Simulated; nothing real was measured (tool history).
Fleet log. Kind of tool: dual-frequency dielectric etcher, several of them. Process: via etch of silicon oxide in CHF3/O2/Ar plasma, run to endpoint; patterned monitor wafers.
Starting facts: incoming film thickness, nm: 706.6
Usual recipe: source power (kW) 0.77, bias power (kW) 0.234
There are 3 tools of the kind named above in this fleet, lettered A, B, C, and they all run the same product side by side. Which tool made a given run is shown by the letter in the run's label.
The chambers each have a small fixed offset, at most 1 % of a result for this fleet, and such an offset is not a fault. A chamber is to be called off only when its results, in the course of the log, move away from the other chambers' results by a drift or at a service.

| run | hour | source power (kW) | bias power (kW) | hours since the last wet clean | hours since the last source power generator calibration | hours since the last bias power generator calibration | endpoint time (s) |
|---|---|---|---|---|---|---|---|
| 1C | 4.2 | 0.77 | 0.234 | 236.2 | 4320.7 | 2689.2 | 298.46 |
| 2A | 9 | 0.77 | 0.234 | 18.1 | 1678.9 | 240 | 297.33 |
| 3B | 12.4 | 0.77 | 0.234 | 179.4 | 3042.2 | 1386 | 301.4 |
| 4C | 16.1 | 0.77 | 0.234 | 248.1 | 4332.6 | 2701.1 | 296.35 |
| 5A | 18.4 | 0.77 | 0.234 | 27.5 | 1688.3 | 249.4 | 296.72 |
| 6B | 23.2 | 0.94 | 0.234 | 190.2 | 3053 | 1396.8 | 275.05 |
| 7C | 25.5 | 0.94 | 0.234 | 257.5 | 4342 | 2710.5 | 274.95 |
| 8B | 28.6 | 0.94 | 0.234 | 195.6 | 3058.4 | 1402.2 | 276.67 |
| 9A | 31.2 | 0.87 | 0.198 | 40.3 | 1701.1 | 262.2 | 302.48 |
| 10C | 34.4 | 0.87 | 0.198 | 266.4 | 4350.9 | 2719.4 | 300.31 |
| 11B | 38.4 | 0.87 | 0.198 | 205.4 | 3068.2 | 1412 | 300.03 |
| 12A | 43.2 | 0.77 | 0.234 | 52.3 | 1713.1 | 274.2 | 296.68 |
| 13C | 47.7 | 0.77 | 0.234 | 279.7 | 4364.2 | 2732.7 | 295.77 |
| 14A | 50.1 | 0.77 | 0.234 | 59.2 | 1720 | 281.1 | 298.5 |
| 15B | 54.4 | 0.77 | 0.234 | 221.4 | 3084.2 | 1428 | 300.74 |
| 16A | 57.3 | 0.77 | 0.234 | 66.4 | 1727.2 | 288.3 | 297.32 |
| 17C | 62 | 0.77 | 0.234 | 294 | 4378.5 | 2747 | 297.12 |
| 18B | 64.7 | 0.77 | 0.234 | 231.7 | 3094.5 | 1438.3 | 301.14 |
| 19B | 67.1 | 0.77 | 0.234 | 234.1 | 3096.9 | 1440.7 | 301.85 |
| 20A | 72.1 | 0.77 | 0.234 | 81.2 | 1742 | 303.1 | 296.77 |
| 21C | 74.5 | 0.77 | 0.234 | 306.5 | 4391 | 2759.5 | 296.68 |
| 22C | 78.5 | 0.77 | 0.234 | 310.5 | 4395 | 2763.5 | 296.87 |
| 23B | 81.9 | 0.77 | 0.234 | 248.9 | 3111.7 | 1455.5 | 298.85 |
| 24A | 86.3 | 0.77 | 0.234 | 95.4 | 1756.2 | 317.3 | 298.43 |
| 25A | 90.6 | 0.77 | 0.256 | 99.7 | 1760.5 | 321.6 | 288.01 |
| 26B | 94.6 | 0.77 | 0.256 | 261.6 | 3124.4 | 1468.2 | 290.98 |
| 27C | 99.5 | 0.77 | 0.256 | 331.5 | 4416 | 2784.5 | 285.56 |
| 28B | 103 | 0.77 | 0.234 | 270 | 3132.8 | 1476.6 | 299.24 |
| 29A | 106.7 | 0.61 | 0.192 | 115.8 | 1776.6 | 337.7 | 347.22 |
| 30C | 109.6 | 0.61 | 0.192 | 341.6 | 4426.1 | 2794.6 | 346.57 |
|  | 110.1 | chamber C: source power generator calibrated |
| 31C | 114.3 | 0.61 | 0.192 | 346.3 | 4.2 | 2799.3 | 350.47 |
| 32A | 119 | 0.77 | 0.234 | 128.1 | 1788.9 | 350 | 296.36 |
| 33B | 123.2 | 0.77 | 0.234 | 290.2 | 3153 | 1496.8 | 300.15 |
| 34A | 126.4 | 0.67 | 0.234 | 135.5 | 1796.3 | 357.4 | 312.47 |
| 35B | 128.6 | 0.67 | 0.234 | 295.6 | 3158.4 | 1502.2 | 315.27 |
| 36C | 132.5 | 0.67 | 0.234 | 364.5 | 22.4 | 2817.5 | 311.37 |
| 37C | 137.5 | 0.77 | 0.234 | 369.5 | 27.4 | 2822.5 | 297.58 |
| 38B | 140.8 | 0.77 | 0.234 | 307.8 | 3170.6 | 1514.4 | 298.59 |
| 39A | 143.2 | 0.77 | 0.234 | 152.3 | 1813.1 | 374.2 | 296.95 |
| 40A | 145.8 | 0.77 | 0.234 | 154.9 | 1815.7 | 376.8 | 298.44 |
| 41B | 150.6 | 0.77 | 0.234 | 317.6 | 3180.4 | 1524.2 | 299.67 |
| 42C | 154.5 | 0.77 | 0.234 | 386.5 | 44.4 | 2839.5 | 296.53 |
| 43B | 156.9 | 0.77 | 0.234 | 323.9 | 3186.7 | 1530.5 | 300.66 |
| 44A | 159.4 | 0.77 | 0.234 | 168.5 | 1829.3 | 390.4 | 297.39 |

Is one chamber out of step, is the gauge drifting, or do the chambers differ by no more than their own small offsets? For an off chamber, give its letter and the likeliest cause.

Beyond each chamber's small constant offset nothing stands out, and the gauge stays steady.
